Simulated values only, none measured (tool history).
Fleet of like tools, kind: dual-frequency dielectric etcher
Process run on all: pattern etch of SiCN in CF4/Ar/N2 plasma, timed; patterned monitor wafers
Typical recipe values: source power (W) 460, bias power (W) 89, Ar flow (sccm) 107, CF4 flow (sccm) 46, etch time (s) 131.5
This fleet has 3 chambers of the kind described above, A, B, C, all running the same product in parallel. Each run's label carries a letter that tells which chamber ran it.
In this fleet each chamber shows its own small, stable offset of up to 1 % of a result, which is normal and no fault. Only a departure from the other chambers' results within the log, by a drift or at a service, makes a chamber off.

run,day,source power (W),bias power (W),Ar flow (sccm),CF4 flow (sccm),etch time (s),hours since the last wet clean,hours since the last source power generator calibration,hours since the last bias power generator calibration,hours since the last Ar flow controller change,hours since the last CF4 flow controller change,"read-back reference wafer on the same gauge, depth_nm",mean etch depth across the wafer (Å)
1C,0.504,460,89,107,46,131.5,430.5,1735.7,1564.2,1573.7,415.0,114.98,1154.1
2A,0.921,460,89,107,46,131.5,181.4,783.1,3663.1,1562.8,3123.1,115.04,1163.8
3B,1.508,460,89,107,46,131.5,104.1,197.1,2348.9,3597.4,152.7,115.10,1162.9
4A,1.958,460,89,107,46,131.5,206.3,808.0,3688.0,1587.7,3148.0,115.11,1170.4
5C,2.283,460,89,107,46,131.5,473.2,1778.4,1606.9,1616.4,457.7,115.10,1154.8
6B,2.846,460,89,107,46,131.5,136.2,229.2,2381.0,3629.5,184.8,115.20,1159.7
# day 3.138: chamber A: Ar flow controller replaced
7A,3.212,460,89,107,46,131.5,236.4,838.1,3718.1,1.8,3178.1,115.18,1165.8
8C,3.862,460,89,107,46,131.5,511.1,1816.3,1644.8,1654.3,495.6,115.15,1153.0
9B,4.433,460,89,107,46,131.5,174.3,267.3,2419.1,3667.6,222.9,115.17,1165.7
# day 4.808: chamber C: wet clean of the chamber
10A,4.971,460,89,107,46,131.5,278.6,880.3,3760.3,44.0,3220.3,115.24,1165.1
11C,5.321,520,89,107,46,131.5,12.3,1851.3,1679.8,1689.3,530.6,115.26,1287.5
12B,5.971,520,89,107,46,131.5,211.2,304.2,2456.0,3704.5,259.8,115.30,1290.0
13A,6.538,520,89,107,46,131.5,316.2,917.9,3797.9,81.6,3257.9,115.33,1302.8
14C,7.162,460,89,107,46,131.5,56.5,1895.5,1724.0,1733.5,574.8,115.38,1158.9
15B,7.542,460,89,107,46,131.5,248.9,341.9,2493.7,3742.2,297.5,115.42,1165.0
16A,8.212,460,89,107,46,131.5,356.4,958.1,3838.1,121.8,3298.1,115.41,1172.6
# day 8.371: chamber C: source power generator calibrated
17B,8.712,460,89,107,46,131.5,277.0,370.0,2521.8,3770.3,325.6,115.42,1164.2
18C,9.142,460,89,107,46,131.5,104.0,18.6,1771.5,1781.0,622.3,115.51,1156.3
19A,9.704,460,89,107,46,131.5,392.2,993.9,3873.9,157.6,3333.9,115.45,1164.0
20C,10.012,460,89,122,46,131.5,124.9,39.5,1792.4,1801.9,643.2,115.48,1136.3
21B,10.546,460,89,122,46,131.5,321.0,414.0,2565.8,3814.3,369.6,115.50,1139.8
22A,10.921,460,89,122,46,131.5,421.4,1023.1,3903.1,186.8,3363.1,115.51,1148.3
23B,11.521,460,89,107,46,131.5,344.4,437.4,2589.2,3837.7,393.0,115.57,1163.7
24C,11.854,460,74,107,46,131.5,169.1,83.7,1836.6,1846.1,687.4,115.61,1080.2
25C,12.246,460,74,107,46,131.5,178.5,93.1,1846.0,1855.5,696.8,115.59,1084.4
26B,12.700,460,74,107,46,131.5,372.7,465.7,2617.5,3866.0,421.3,115.56,1086.8
27A,13.008,460,89,107,46,131.5,471.5,1073.2,3953.2,236.9,3413.2,115.59,1171.4
28A,13.446,460,89,107,46,131.5,482.0,1083.7,3963.7,247.4,3423.7,115.58,1169.0
# day 13.450: chamber B: wet clean of the chamber
# day 13.754: chamber A: wet clean of the chamber
29B,14.062,460,89,107,46,131.5,14.8,498.4,2650.2,3898.7,454.0,115.66,1165.2
30C,14.612,460,89,107,46,131.5,235.3,149.9,1902.8,1912.3,753.6,115.71,1160.8
31C,15.283,460,89,107,46,131.5,251.4,166.0,1918.9,1928.4,769.7,115.76,1159.9
32A,15.875,460,89,107,46,131.5,50.9,1142.0,4022.0,305.7,3482.0,115.79,1171.4

Next, every chamber runs the same settings. What will each give?
33A,16.358,460,89,107,46,131.5,,,,,,,?
33B,16.358,460,89,107,46,131.5,,,,,,,?
33C,16.358,460,89,107,46,131.5,,,,,,,?

run,mean etch depth across the wafer (Å)
33A,1173.6
33B,1170.9
33C,1165.1
